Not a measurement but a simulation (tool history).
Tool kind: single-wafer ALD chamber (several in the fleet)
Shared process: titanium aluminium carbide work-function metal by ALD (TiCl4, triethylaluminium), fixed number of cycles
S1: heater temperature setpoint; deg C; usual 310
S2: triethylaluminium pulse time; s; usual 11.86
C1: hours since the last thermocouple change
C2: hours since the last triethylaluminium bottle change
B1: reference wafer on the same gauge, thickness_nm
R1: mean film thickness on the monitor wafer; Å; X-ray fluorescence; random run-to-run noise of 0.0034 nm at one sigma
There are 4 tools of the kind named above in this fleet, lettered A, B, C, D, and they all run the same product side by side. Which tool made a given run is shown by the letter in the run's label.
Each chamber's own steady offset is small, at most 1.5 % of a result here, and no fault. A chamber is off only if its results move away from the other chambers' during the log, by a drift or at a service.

Run 1A, hour 7.3: usual settings; C1 259.9; C2 774.3; B1 1.8301. Result: R1 21.062 Å.
Run 2C, hour 14.9: usual settings; C1 535.5; C2 400.8; B1 1.8299. Result: R1 21.417 Å.
Run 3B, hour 25.9: usual settings; C1 358.5; C2 1795.8; B1 1.8299. Result: R1 21.281 Å.
Run 4D, hour 40.5: usual settings; C1 41.1; C2 1665.4; B1 1.8293. Result: R1 21.313 Å.
Run 5C, hour 47.2: usual settings; C1 567.8; C2 433.1; B1 1.8290. Result: R1 21.466 Å.
Run 6D, hour 55.7: usual settings; C1 56.3; C2 1680.6; B1 1.8291. Result: R1 21.329 Å.
Run 7B, hour 63.6: usual settings; C1 396.2; C2 1833.5; B1 1.8282. Result: R1 21.221 Å.
Run 8A, hour 72.6: usual settings; C1 325.2; C2 839.6; B1 1.8275. Result: R1 21.061 Å.
Run 9C, hour 81.3: usual settings; C1 601.9; C2 467.2; B1 1.8279. Result: R1 21.362 Å.
At hour 86.0: chamber B: triethylaluminium bottle replaced.
Run 10D, hour 90.3: usual settings; C1 90.9; C2 1715.2; B1 1.8278. Result: R1 21.334 Å.
Run 11B, hour 99.3: usual settings; C1 431.9; C2 13.3; B1 1.8265. Result: R1 21.318 Å.
Run 12A, hour 108.9: usual settings; C1 361.5; C2 875.9; B1 1.8271. Result: R1 21.076 Å.
Run 13C, hour 116.9: usual settings; C1 637.5; C2 502.8; B1 1.8265. Result: R1 21.388 Å.
At hour 121.3: chamber D: triethylaluminium bottle replaced.
Run 14B, hour 124.6: usual settings; C1 457.2; C2 38.6; B1 1.8260. Result: R1 21.214 Å.
Run 15D, hour 136.8: usual settings; C1 137.4; C2 15.5; B1 1.8258. Result: R1 21.291 Å.
Run 16A, hour 146.8: usual settings; C1 399.4; C2 913.8; B1 1.8257. Result: R1 21.082 Å.
Run 17B, hour 155.4: usual settings; C1 488.0; C2 69.4; B1 1.8262. Result: R1 21.214 Å.
At hour 166.3: chamber C: triethylaluminium bottle replaced.
Run 18D, hour 168.3: usual settings; C1 168.9; C2 47.0; B1 1.8249. Result: R1 21.313 Å.
Run 19C, hour 178.2: usual settings; C1 698.8; C2 11.9; B1 1.8247. Result: R1 21.398 Å.
Run 20A, hour 185.0: usual settings but S1 322 deg C; C1 437.6; C2 952.0; B1 1.8243. Result: R1 22.144 Å.
Run 21D, hour 193.9: usual settings but S1 322 deg C; C1 194.5; C2 72.6; B1 1.8243. Result: R1 22.386 Å.
Run 22B, hour 203.0: usual settings but S1 322 deg C; C1 535.6; C2 117.0; B1 1.8244. Result: R1 22.267 Å.
Run 23A, hour 209.7: usual settings but S1 322 deg C; C1 462.3; C2 976.7; B1 1.8242. Result: R1 22.021 Å.
Run 24C, hour 217.7: usual settings; C1 738.3; C2 51.4; B1 1.8237. Result: R1 21.399 Å.
Run 25D, hour 227.9: usual settings; C1 228.5; C2 106.6; B1 1.8233. Result: R1 21.288 Å.
Run 26B, hour 234.3: usual settings; C1 566.9; C2 148.3; B1 1.8237. Result: R1 21.231 Å.
Run 27C, hour 242.5: usual settings; C1 763.1; C2 76.2; B1 1.8229. Result: R1 21.380 Å.
Run 28A, hour 254.1: usual settings; C1 506.7; C2 1021.1; B1 1.8226. Result: R1 20.993 Å.
Run 29D, hour 267.9: usual settings; C1 268.5; C2 146.6; B1 1.8226. Result: R1 21.288 Å.
Run 30A, hour 275.0: usual settings; C1 527.6; C2 1042.0; B1 1.8221. Result: R1 20.952 Å.
Run 31B, hour 282.0: usual settings; C1 614.6; C2 196.0; B1 1.8218. Result: R1 21.230 Å.
Run 32C, hour 296.1: usual settings; C1 816.7; C2 129.8; B1 1.8213. Result: R1 21.357 Å.
Run 33A, hour 302.9: usual settings; C1 555.5; C2 1069.9; B1 1.8216. Result: R1 21.060 Å.
Run 34D, hour 315.4: usual settings; C1 316.0; C2 194.1; B1 1.8207. Result: R1 21.232 Å.
Run 35B, hour 326.4: usual settings; C1 659.0; C2 240.4; B1 1.8210. Result: R1 21.186 Å.
Run 36C, hour 338.3: usual settings but S1 297 deg C, S2 9.49 s; C1 858.9; C2 172.0; B1 1.8201. Result: R1 19.799 Å.
Run 37C, hour 349.7: usual settings but S1 297 deg C, S2 9.49 s; C1 870.3; C2 183.4; B1 1.8203. Result: R1 19.704 Å.
Run 38D, hour 360.6: usual settings but S1 297 deg C, S2 9.49 s; C1 361.2; C2 239.3; B1 1.8198. Result: R1 19.654 Å.
Run 39B, hour 370.2: usual settings but S1 297 deg C, S2 9.49 s; C1 702.8; C2 284.2; B1 1.8199. Result: R1 19.590 Å.
Run 40A, hour 383.4: usual settings but S1 305 deg C, S2 13.36 s; C1 636.0; C2 1150.4; B1 1.8189. Result: R1 20.696 Å.
Run 41D, hour 389.9: usual settings but S1 305 deg C, S2 13.36 s; C1 390.5; C2 268.6; B1 1.8190. Result: R1 20.995 Å.
Run 42B, hour 404.5: usual settings but S1 305 deg C, S2 13.36 s; C1 737.1; C2 318.5; B1 1.8183. Result: R1 20.853 Å.
Run 43A, hour 413.7: usual settings but S1 305 deg C, S2 13.36 s; C1 666.3; C2 1180.7; B1 1.8178. Result: R1 20.614 Å.

What goes on in this fleet: one chamber off, a drifting gauge, or nothing beyond the chambers' own small offsets? Name the chamber and the cause, if any.

The gauge drifts, so all chambers seem to drift together. No chamber is off.
Most likely cause: gauge reads low (%) = 0.663.
